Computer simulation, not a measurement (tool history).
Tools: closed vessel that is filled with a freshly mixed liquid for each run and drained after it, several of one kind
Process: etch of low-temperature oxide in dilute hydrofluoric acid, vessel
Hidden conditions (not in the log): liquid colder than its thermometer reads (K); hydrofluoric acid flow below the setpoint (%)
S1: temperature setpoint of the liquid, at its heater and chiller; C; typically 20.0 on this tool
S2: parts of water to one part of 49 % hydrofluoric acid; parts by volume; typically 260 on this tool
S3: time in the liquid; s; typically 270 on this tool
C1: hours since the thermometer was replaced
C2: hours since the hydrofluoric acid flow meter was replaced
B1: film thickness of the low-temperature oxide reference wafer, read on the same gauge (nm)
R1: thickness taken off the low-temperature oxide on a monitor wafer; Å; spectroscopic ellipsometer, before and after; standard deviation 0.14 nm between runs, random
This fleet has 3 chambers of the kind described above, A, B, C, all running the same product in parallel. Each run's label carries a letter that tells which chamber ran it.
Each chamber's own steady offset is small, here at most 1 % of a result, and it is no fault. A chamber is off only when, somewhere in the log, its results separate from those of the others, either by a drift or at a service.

| run | hour | S1 | S2 | S3 | C1 | C2 | B1 | R1 |
|---|---|---|---|---|---|---|---|---|
| 1C | 12.8 | 20.0 | 260 | 270 | 739.9 | 606.1 | 29.932 | 223.73 |
| 2B | 23.2 | 20.0 | 260 | 270 | 555.5 | 64.1 | 30.013 | 226.77 |
| 3A | 31.4 | 20.0 | 260 | 270 | 1122.2 | 548.8 | 30.012 | 229.07 |
| 4B | 46.7 | 20.0 | 260 | 270 | 579.0 | 87.6 | 29.952 | 223.76 |
|  | 55.2 | chamber A: thermometer replaced |
| 5A | 56.1 | 20.0 | 260 | 270 | 1.0 | 573.5 | 30.006 | 223.70 |
| 6C | 63.7 | 20.0 | 260 | 270 | 790.8 | 657.0 | 29.979 | 228.90 |
| 7A | 78.8 | 20.0 | 260 | 270 | 23.7 | 596.2 | 30.002 | 224.70 |
| 8C | 92.3 | 20.0 | 260 | 270 | 819.4 | 685.6 | 30.005 | 226.07 |
| 9B | 99.6 | 20.0 | 260 | 270 | 631.9 | 140.5 | 30.013 | 225.83 |
| 10A | 112.8 | 20.0 | 260 | 270 | 57.7 | 630.2 | 29.996 | 229.92 |
| 11B | 124.8 | 20.0 | 260 | 270 | 657.1 | 165.7 | 30.027 | 224.10 |
| 12C | 132.4 | 20.0 | 260 | 270 | 859.5 | 725.7 | 30.002 | 225.53 |
| 13A | 141.8 | 20.0 | 260 | 270 | 86.7 | 659.2 | 29.999 | 225.75 |
| 14C | 149.3 | 20.0 | 260 | 270 | 876.4 | 742.6 | 30.015 | 226.73 |
| 15B | 156.8 | 20.0 | 260 | 270 | 689.1 | 197.7 | 29.982 | 223.03 |
| 16A | 170.9 | 20.0 | 260 | 270 | 115.8 | 688.3 | 30.004 | 228.13 |
| 17C | 179.2 | 20.0 | 260 | 270 | 906.3 | 772.5 | 30.027 | 226.08 |
| 18B | 192.7 | 20.0 | 260 | 270 | 725.0 | 233.6 | 30.001 | 221.03 |
| 19C | 207.8 | 20.0 | 260 | 270 | 934.9 | 801.1 | 29.970 | 228.82 |
| 20A | 221.0 | 20.0 | 260 | 270 | 165.9 | 738.4 | 30.016 | 226.89 |
| 21B | 227.7 | 20.0 | 260 | 270 | 760.0 | 268.6 | 29.977 | 218.34 |
| 22A | 240.5 | 20.0 | 260 | 270 | 185.4 | 757.9 | 29.992 | 228.05 |
| 23C | 248.2 | 20.0 | 260 | 270 | 975.3 | 841.5 | 30.006 | 226.78 |
| 24B | 260.9 | 20.0 | 260 | 270 | 793.2 | 301.8 | 30.015 | 216.72 |
| 25B | 270.2 | 20.0 | 260 | 270 | 802.5 | 311.1 | 29.999 | 217.21 |
| 26A | 282.6 | 24.0 | 310 | 270 | 227.5 | 800.0 | 30.003 | 205.62 |
| 27C | 291.5 | 24.0 | 310 | 270 | 1018.6 | 884.8 | 29.990 | 208.24 |
| 28C | 306.9 | 24.0 | 310 | 270 | 1034.0 | 900.2 | 29.985 | 209.48 |
| 29A | 320.9 | 20.0 | 260 | 270 | 265.8 | 838.3 | 30.042 | 227.20 |
| 30B | 330.5 | 20.0 | 260 | 270 | 862.8 | 371.4 | 30.030 | 209.58 |
| 31B | 342.7 | 20.0 | 260 | 270 | 875.0 | 383.6 | 29.999 | 210.87 |
| 32C | 351.2 | 20.0 | 260 | 270 | 1078.3 | 944.5 | 30.020 | 226.83 |
| 33A | 361.8 | 20.0 | 260 | 270 | 306.7 | 879.2 | 30.008 | 226.43 |
| 34B | 374.6 | 20.0 | 260 | 270 | 906.9 | 415.5 | 30.017 | 207.00 |
| 35A | 383.9 | 20.0 | 260 | 270 | 328.8 | 901.3 | 30.062 | 227.11 |
| 36C | 397.8 | 20.0 | 260 | 270 | 1124.9 | 991.1 | 30.015 | 226.83 |
| 37B | 406.6 | 23.5 | 260 | 270 | 938.9 | 447.5 | 30.009 | 236.86 |
| 38A | 414.4 | 23.5 | 260 | 270 | 359.3 | 931.8 | 30.032 | 257.61 |
| 39C | 422.4 | 23.5 | 260 | 270 | 1149.5 | 1015.7 | 30.010 | 258.04 |

The same settings go to every chamber for the next run, one line per chamber below. Forecast the results for each:
| 40A | 433.5 | 20.0 | 260 | 270 |  |  |  | ? |
| 40B | 433.5 | 20.0 | 260 | 270 |  |  |  | ? |
| 40C | 433.5 | 20.0 | 260 | 270 |  |  |  | ? |

| run | R1 |
|---|---|
| 40A | 227.42 |
| 40B | 205.19 |
| 40C | 227.74 |
